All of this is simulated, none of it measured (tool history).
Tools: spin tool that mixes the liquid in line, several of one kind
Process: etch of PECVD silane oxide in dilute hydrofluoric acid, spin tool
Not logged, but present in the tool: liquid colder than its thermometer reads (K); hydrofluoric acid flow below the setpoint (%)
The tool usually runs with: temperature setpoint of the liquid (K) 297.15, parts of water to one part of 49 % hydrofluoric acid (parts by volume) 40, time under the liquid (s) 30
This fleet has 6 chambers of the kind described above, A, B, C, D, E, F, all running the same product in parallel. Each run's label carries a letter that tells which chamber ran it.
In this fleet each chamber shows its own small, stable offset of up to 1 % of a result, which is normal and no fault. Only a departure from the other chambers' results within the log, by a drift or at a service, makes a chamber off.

| run | day | temperature setpoint of the liquid (K) | parts of water to one part of 49 % hydrofluoric acid (parts by volume) | time under the liquid (s) | hours since the thermometer was replaced | hours since the hydrofluoric acid flow meter was replaced | read-back film thickness of the PECVD silane oxide reference wafer, read on the same gauge (nm) | thickness taken off the PECVD silane oxide on a monitor wafer (nm) |
|---|---|---|---|---|---|---|---|---|
| 1A | 0.388 | 297.15 | 40 | 30 | 659.8 | 236.4 | 39.998 | 31.589 |
| 2B | 0.858 | 297.15 | 40 | 30 | 934.7 | 1305 | 40.03 | 31.096 |
| 3C | 1.321 | 297.15 | 40 | 30 | 447.9 | 1105.9 | 39.988 | 31.181 |
| 4F | 1.679 | 297.15 | 40 | 30 | 504.6 | 502.9 | 40.013 | 31.498 |
| 5E | 1.921 | 297.15 | 45 | 50 | 432 | 420.3 | 40.04 | 45.819 |
| 6D | 2.221 | 297.15 | 45 | 50 | 1474.3 | 1644.8 | 40.006 | 46.836 |
| 7C | 2.45 | 297.15 | 45 | 50 | 475 | 1133 | 39.996 | 46.331 |
| 8D | 2.912 | 297.15 | 45 | 50 | 1490.9 | 1661.4 | 40.008 | 46.546 |
| 9F | 3.404 | 297.15 | 45 | 50 | 546 | 544.3 | 39.995 | 46.32 |
| 10E | 3.867 | 297.15 | 45 | 50 | 478.7 | 467 | 39.975 | 46.566 |
| 11B | 4.296 | 297.15 | 60 | 45 | 1017.2 | 1387.5 | 40.026 | 30.125 |
| 12A | 4.696 | 297.15 | 60 | 45 | 763.2 | 339.8 | 39.974 | 30.834 |
| 13C | 5.212 | 297.15 | 60 | 45 | 541.3 | 1199.3 | 39.998 | 30.764 |
| 14E | 5.575 | 297.15 | 60 | 45 | 519.7 | 508 | 40.012 | 30.943 |
|  | 5.754 | chamber D: thermometer replaced |
| 15B | 5.842 | 297.15 | 60 | 45 | 1054.3 | 1424.6 | 39.989 | 30.517 |
|  | 6 | chamber A: thermometer replaced |
|  | 6.321 | chamber B: thermometer replaced |
| 16F | 6.362 | 297.15 | 60 | 45 | 617 | 615.3 | 40.041 | 30.506 |
| 17A | 6.617 | 297.15 | 40 | 30 | 14.9 | 385.9 | 39.989 | 31.493 |
| 18D | 6.908 | 297.15 | 40 | 30 | 27.7 | 1757.3 | 40.011 | 31.674 |
| 19B | 7.396 | 297.15 | 40 | 30 | 25.9 | 1461.9 | 40.03 | 31.499 |
| 20C | 7.638 | 297.15 | 40 | 30 | 599.5 | 1257.5 | 40.026 | 31.131 |
| 21E | 7.979 | 297.15 | 40 | 30 | 577.4 | 565.7 | 39.95 | 31.271 |
| 22D | 8.412 | 297.15 | 25 | 30 | 63.8 | 1793.4 | 39.99 | 51.521 |
| 23A | 8.879 | 297.15 | 25 | 30 | 69.2 | 440.2 | 39.962 | 50.991 |
| 24F | 9.317 | 297.15 | 25 | 30 | 687.9 | 686.2 | 40.001 | 50.813 |
| 25A | 9.721 | 297.15 | 25 | 30 | 89.4 | 460.4 | 39.993 | 52.777 |
|  | 10.008 | chamber B: hydrofluoric acid flow meter replaced |
| 26C | 10.221 | 297.15 | 25 | 30 | 661.5 | 1319.5 | 40.001 | 50.912 |
| 27E | 10.575 | 297.15 | 25 | 30 | 639.7 | 628 | 39.975 | 51.649 |
| 28D | 10.917 | 297.15 | 40 | 30 | 123.9 | 1853.5 | 39.993 | 31.692 |
| 29B | 11.167 | 297.15 | 40 | 30 | 116.4 | 27.9 | 40.02 | 31.08 |
| 30F | 11.612 | 297.15 | 40 | 30 | 743 | 741.3 | 39.985 | 30.739 |
|  | 11.821 | chamber E: thermometer replaced |
| 31F | 11.883 | 297.15 | 40 | 15 | 749.5 | 747.8 | 39.99 | 15.509 |
| 32D | 12.317 | 297.15 | 40 | 15 | 157.5 | 1887.1 | 39.991 | 15.901 |
| 33A | 12.625 | 297.15 | 40 | 15 | 159.1 | 530.1 | 40.034 | 15.654 |
| 34C | 13.067 | 297.15 | 40 | 15 | 729.8 | 1387.8 | 39.979 | 15.589 |
| 35E | 13.421 | 297.15 | 40 | 15 | 38.5 | 696.3 | 40.012 | 15.901 |
| 36B | 13.692 | 297.15 | 40 | 15 | 177 | 88.5 | 40.025 | 15.646 |
| 37C | 13.962 | 301.65 | 40 | 20 | 751.3 | 1409.3 | 39.986 | 24.86 |
| 38A | 14.475 | 301.65 | 40 | 20 | 203.5 | 574.5 | 40.017 | 25.417 |
| 39D | 15.004 | 301.65 | 40 | 20 | 222 | 1951.6 | 40.022 | 25.168 |
| 40F | 15.425 | 301.65 | 40 | 20 | 834.5 | 832.8 | 40.033 | 24.775 |
| 41B | 15.908 | 301.65 | 40 | 20 | 230.2 | 141.7 | 39.981 | 24.96 |
| 42E | 16.312 | 301.65 | 40 | 20 | 107.9 | 765.7 | 39.994 | 25.649 |
| 43D | 16.575 | 294.65 | 55 | 30 | 259.7 | 1989.3 | 39.981 | 20.387 |

Predict what each chamber gives when all 6 of them run the settings below next.
| 44A | 16.958 | 300.65 | 40 | 30 |  |  |  | ? |
| 44B | 16.958 | 300.65 | 40 | 30 |  |  |  | ? |
| 44C | 16.958 | 300.65 | 40 | 30 |  |  |  | ? |
| 44D | 16.958 | 300.65 | 40 | 30 |  |  |  | ? |
| 44E | 16.958 | 300.65 | 40 | 30 |  |  |  | ? |
| 44F | 16.958 | 300.65 | 40 | 30 |  |  |  | ? |

| run | thickness taken off the PECVD silane oxide on a monitor wafer (nm) |
|---|---|
| 44A | 36.531 |
| 44B | 35.816 |
| 44C | 35.95 |
| 44D | 36.715 |
| 44E | 36.391 |
| 44F | 36.101 |
